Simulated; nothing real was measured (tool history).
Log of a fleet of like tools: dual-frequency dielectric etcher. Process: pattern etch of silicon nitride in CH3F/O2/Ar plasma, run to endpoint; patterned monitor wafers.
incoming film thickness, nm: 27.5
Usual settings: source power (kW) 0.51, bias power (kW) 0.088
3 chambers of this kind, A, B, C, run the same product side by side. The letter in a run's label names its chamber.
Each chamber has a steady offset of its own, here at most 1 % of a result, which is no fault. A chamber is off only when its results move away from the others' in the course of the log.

run 1B hour=10.5 | source_power_(kW)=0.51 bias_power_(kW)=0.088 | endpoint_time_(s)=34.209
run 2C hour=17.1 | source_power_(kW)=0.51 bias_power_(kW)=0.088 | endpoint_time_(s)=33.69
-- hour=23.9 chamber A: wet clean of the chamber
run 3A hour=29 | source_power_(kW)=0.51 bias_power_(kW)=0.088 | endpoint_time_(s)=33.978
run 4C hour=40.3 | source_power_(kW)=0.51 bias_power_(kW)=0.088 | endpoint_time_(s)=33.715
run 5A hour=48.3 | source_power_(kW)=0.51 bias_power_(kW)=0.088 | endpoint_time_(s)=33.692
run 6B hour=63.3 | source_power_(kW)=0.6 bias_power_(kW)=0.108 | endpoint_time_(s)=29.921
run 7A hour=74.4 | source_power_(kW)=0.6 bias_power_(kW)=0.108 | endpoint_time_(s)=29.384
run 8C hour=84 | source_power_(kW)=0.6 bias_power_(kW)=0.108 | endpoint_time_(s)=29.288
run 9B hour=95.7 | source_power_(kW)=0.51 bias_power_(kW)=0.088 | endpoint_time_(s)=34.313
run 10C hour=105.9 | source_power_(kW)=0.51 bias_power_(kW)=0.088 | endpoint_time_(s)=33.476
run 11B hour=115.9 | source_power_(kW)=0.51 bias_power_(kW)=0.088 | endpoint_time_(s)=34.423
run 12A hour=123.7 | source_power_(kW)=0.51 bias_power_(kW)=0.088 | endpoint_time_(s)=33.639
run 13B hour=134 | source_power_(kW)=0.51 bias_power_(kW)=0.088 | endpoint_time_(s)=34.589
run 14C hour=142.1 | source_power_(kW)=0.51 bias_power_(kW)=0.088 | endpoint_time_(s)=33.269
run 15A hour=156 | source_power_(kW)=0.51 bias_power_(kW)=0.088 | endpoint_time_(s)=33.928
run 16B hour=166.8 | source_power_(kW)=0.51 bias_power_(kW)=0.088 | endpoint_time_(s)=34.536
run 17C hour=180.8 | source_power_(kW)=0.51 bias_power_(kW)=0.088 | endpoint_time_(s)=33.73
run 18A hour=193.8 | source_power_(kW)=0.51 bias_power_(kW)=0.088 | endpoint_time_(s)=34.05
run 19A hour=203.5 | source_power_(kW)=0.51 bias_power_(kW)=0.088 | endpoint_time_(s)=33.834
run 20C hour=214.2 | source_power_(kW)=0.51 bias_power_(kW)=0.088 | endpoint_time_(s)=33.556
run 21B hour=228.3 | source_power_(kW)=0.51 bias_power_(kW)=0.088 | endpoint_time_(s)=35.345
run 22B hour=243.3 | source_power_(kW)=0.51 bias_power_(kW)=0.088 | endpoint_time_(s)=35.32
run 23A hour=252.4 | source_power_(kW)=0.51 bias_power_(kW)=0.088 | endpoint_time_(s)=33.839
run 24C hour=263.6 | source_power_(kW)=0.51 bias_power_(kW)=0.088 | endpoint_time_(s)=33.543
run 25C hour=277.6 | source_power_(kW)=0.51 bias_power_(kW)=0.088 | endpoint_time_(s)=33.577

Is one chamber off against the others, does the gauge drift, or is nothing wrong? If a chamber is off, say which, and what the likeliest cause is.

Chamber B drifts away from the others.
Cause: etch rate under this chamber's usual, % = 5.01.

Here are 4 candidates for chamber B's next run, each the usual settings with a change, their results left as question marks. Which one brings its results back in line with what the others give on the usual settings?
In line means no further than this from the other chambers' mean on the usual settings: endpoint time (s) 0.46
run 26B-1 hour=288.3 | source_power_(kW)=0.43 bias_power_(kW)=0.088 | endpoint_time_(s)=?
run 26B-2 hour=288.3 | source_power_(kW)=0.56 bias_power_(kW)=0.095 | endpoint_time_(s)=?
run 26B-3 hour=288.3 | source_power_(kW)=0.43 bias_power_(kW)=0.075 | endpoint_time_(s)=?
run 26B-4 hour=288.3 | source_power_(kW)=0.6 bias_power_(kW)=0.103 | endpoint_time_(s)=?

The other chambers' mean on the usual settings: endpoint time (s) 33.736
run=26B-1 endpoint_time_(s)=38.243
run=26B-2 endpoint_time_(s)=33.767
run=26B-3 endpoint_time_(s)=40.409
run=26B-4 endpoint_time_(s)=31.992
26B-2 brings the chamber back in line.
